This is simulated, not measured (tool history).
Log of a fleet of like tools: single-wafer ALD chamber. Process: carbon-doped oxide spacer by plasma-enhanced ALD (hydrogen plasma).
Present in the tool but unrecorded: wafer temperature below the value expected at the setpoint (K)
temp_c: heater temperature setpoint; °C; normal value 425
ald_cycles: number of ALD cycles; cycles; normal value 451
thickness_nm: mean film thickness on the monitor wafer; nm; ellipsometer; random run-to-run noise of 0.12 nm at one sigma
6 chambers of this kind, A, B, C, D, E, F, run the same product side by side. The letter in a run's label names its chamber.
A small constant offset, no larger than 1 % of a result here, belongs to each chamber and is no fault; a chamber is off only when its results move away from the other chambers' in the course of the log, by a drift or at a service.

run	hour	temp_c	ald_cycles	hours since the last thermocouple change	read-back reference wafer on the same gauge, thickness_nm	thickness_nm
1D	6.5	425	451	845.3	18.904	20.804
2B	15.2	425	451	578.0	18.885	20.884
3F	22.4	425	451	1688.3	18.888	20.633
4A	32.0	425	451	1903.6	18.896	21.059
5C	38.6	425	451	1411.3	18.905	20.932
# hour 45.0: chamber F: thermocouple changed; heater temperature recalibrated
6E	49.5	425	451	1129.2	18.879	20.640
7C	55.6	425	451	1428.3	18.905	20.809
8E	62.6	425	451	1142.3	18.862	21.157
9D	70.2	414	520	909.0	18.935	24.712
10F	77.3	414	520	32.3	18.892	24.778
11A	82.9	414	520	1954.5	18.884	24.980
12B	95.5	414	520	658.3	18.907	24.811
13D	101.2	414	520	940.0	18.913	24.872
14C	112.4	414	520	1485.1	18.911	24.937
15F	122.8	415	451	77.8	18.921	21.093
16A	132.8	415	451	2004.4	18.898	21.460
# hour 136.5: chamber E: thermocouple changed; heater temperature recalibrated
17E	144.4	415	451	8.0	18.882	21.396
18B	150.4	415	451	713.2	18.914	21.295
19E	160.5	415	451	24.1	18.863	21.750
20A	171.0	415	451	2042.6	18.885	21.719
21D	176.9	425	451	1015.7	18.907	20.668
22F	189.5	425	451	144.5	18.869	20.562
23B	201.7	425	451	764.5	18.913	20.896
24C	210.3	414	451	1583.0	18.903	21.757
# hour 215.2: chamber C: thermocouple changed; heater temperature recalibrated
25E	216.4	414	451	80.0	18.904	21.594
26A	229.2	414	451	2100.8	18.873	21.660
27D	242.0	414	451	1080.8	18.884	21.423
28C	248.3	414	451	33.1	18.888	21.835
29F	257.7	414	451	212.7	18.901	21.528
30B	267.3	425	451	830.1	18.894	20.983
31E	277.5	425	451	141.1	18.910	20.964
32C	283.2	425	451	68.0	18.904	21.031
33F	294.6	425	451	249.6	18.906	20.591
34D	301.7	425	451	1140.5	18.884	20.719
35B	314.1	416	398	876.9	18.894	18.925
36A	325.2	416	398	2196.8	18.883	19.133
37B	336.1	416	398	898.9	18.883	18.867
38E	345.4	416	398	209.0	18.888	18.948

All chambers now run identical settings, listed one chamber a line with results as question marks. What results will each chamber show?
39A	354.5	425	494			?
39B	354.5	425	494			?
39C	354.5	425	494			?
39D	354.5	425	494			?
39E	354.5	425	494			?
39F	354.5	425	494			?

run	thickness_nm
39A	23.164
39B	22.590
39C	22.897
39D	22.753
39E	23.129
39F	22.408
